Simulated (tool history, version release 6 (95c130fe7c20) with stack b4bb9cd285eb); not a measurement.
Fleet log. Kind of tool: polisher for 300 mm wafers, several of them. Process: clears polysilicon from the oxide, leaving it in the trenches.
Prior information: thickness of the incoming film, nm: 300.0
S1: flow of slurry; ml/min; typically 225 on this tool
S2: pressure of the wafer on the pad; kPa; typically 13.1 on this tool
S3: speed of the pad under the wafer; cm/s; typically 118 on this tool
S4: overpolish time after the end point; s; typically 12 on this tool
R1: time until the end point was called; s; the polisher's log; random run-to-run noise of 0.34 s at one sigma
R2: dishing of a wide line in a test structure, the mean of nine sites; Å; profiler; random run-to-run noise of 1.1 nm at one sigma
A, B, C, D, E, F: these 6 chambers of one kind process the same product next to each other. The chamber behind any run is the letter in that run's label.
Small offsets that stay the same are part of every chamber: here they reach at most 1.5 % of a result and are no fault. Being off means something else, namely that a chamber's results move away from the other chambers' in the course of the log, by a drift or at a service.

run,hour,S1,S2,S3,S4,R1,R2
1D,4.3,225,13.1,118,12,28.108,503.21
2C,6.6,225,13.1,118,12,28.551,487.59
3F,11.0,225,13.1,118,12,27.923,510.70
4B,14.0,225,13.1,118,12,27.832,534.48
5A,16.3,225,13.1,118,12,27.956,508.15
# hour 17.2: chamber D: worn pad replaced by a new one
6E,19.5,225,13.1,118,12,28.615,522.98
# hour 23.1: chamber F: worn pad replaced by a new one
7F,23.1,225,13.1,118,12,28.488,514.94
8D,26.6,225,13.1,118,12,27.943,499.40
9E,30.9,280,13.1,84,12,38.302,469.04
10C,33.2,280,13.1,84,12,39.237,455.99
# hour 34.3: chamber C: worn pad replaced by a new one
11B,36.6,280,13.1,84,12,38.639,482.85
# hour 37.1: chamber A: worn pad replaced by a new one
12A,39.5,280,13.1,84,12,37.773,449.56
# hour 40.5: chamber E: worn pad replaced by a new one
13B,43.6,280,13.1,84,12,37.910,476.88
# hour 47.4: chamber B: slurry nozzle cleaned
14E,48.0,280,13.1,84,12,37.670,453.33
15A,52.2,225,13.1,118,12,27.939,513.24
16D,55.7,225,13.1,118,12,28.277,508.86
17C,58.8,225,13.1,118,12,27.930,533.42
18F,61.9,225,13.1,118,12,29.056,529.49
19B,64.1,280,13.1,118,18,27.101,545.04
20E,66.8,280,13.1,118,18,27.030,557.68
21F,70.4,280,13.1,118,18,27.271,545.43
# hour 71.4: chamber D: worn pad replaced by a new one
22A,73.4,280,13.1,118,18,27.420,554.11
23D,75.4,280,13.1,118,18,27.227,536.75
24C,79.9,280,13.1,118,18,26.290,551.99
25F,82.1,225,13.1,118,12,28.334,509.60
26B,84.3,225,13.1,118,12,28.352,532.90
27C,87.5,225,13.1,118,12,26.753,509.65
28A,91.8,225,13.1,118,12,27.534,540.94
# hour 94.7: chamber F: worn pad replaced by a new one
29E,96.2,225,13.1,118,12,27.961,497.45
30D,100.2,225,13.1,118,12,27.529,499.34
31A,103.8,170,13.1,118,12,29.312,506.43
32B,107.8,170,13.1,118,12,29.330,490.45
# hour 109.0: chamber B: worn pad replaced by a new one
33F,112.0,170,13.1,118,12,29.095,490.16
34C,114.5,170,13.1,118,12,26.667,483.67
35D,116.7,170,13.1,118,12,28.768,503.88
36E,118.9,170,13.1,118,12,29.213,512.92
37B,122.0,225,13.1,118,12,27.427,515.77
38E,124.0,225,10.3,118,5,35.250,294.08
39F,127.7,225,10.3,118,5,35.599,287.05
40C,129.8,225,10.3,118,5,32.956,311.53
# hour 132.0: chamber D: worn pad replaced by a new one
41D,132.4,225,10.3,118,5,35.861,306.25
42A,136.0,225,10.3,118,5,35.643,314.69
43A,139.9,225,10.3,118,5,34.352,296.48
# hour 140.0: chamber E: worn pad replaced by a new one
44E,143.7,225,13.1,118,12,28.465,494.41

One chamber off, gauge drift, or nothing amiss beyond the chambers' own small offsets? If it is a chamber, which one, and what is the likeliest cause?

It is chamber C that slowly wanders off from its peers.
Likeliest cause: head's pressure above its setpoint, % = 10.6.

Here are 4 candidates for chamber C's next run, each the usual settings with a change, their results left as question marks. Which one brings its results back in line with what the others give on the usual settings?
Maximum distance from the other chambers' mean on the usual settings for a result to count as in line: R1 1.200 s; R2 40.00 Å
45C-1,147.0,225,12.4,112,12,?,?
45C-2,147.0,225,13.1,120,12,?,?
45C-3,147.0,225,13.1,116,12,?,?
45C-4,147.0,225,13.8,124,12,?,?

On the usual settings, the other chambers give on average: R1 27.984 s; R2 509.01 Å
run,R1,R2
45C-1,27.989,497.70
45C-2,24.719,512.95
45C-3,25.578,509.01
45C-4,22.707,521.85
Change 45C-1 lands the chamber within the allowed miss of the other chambers.
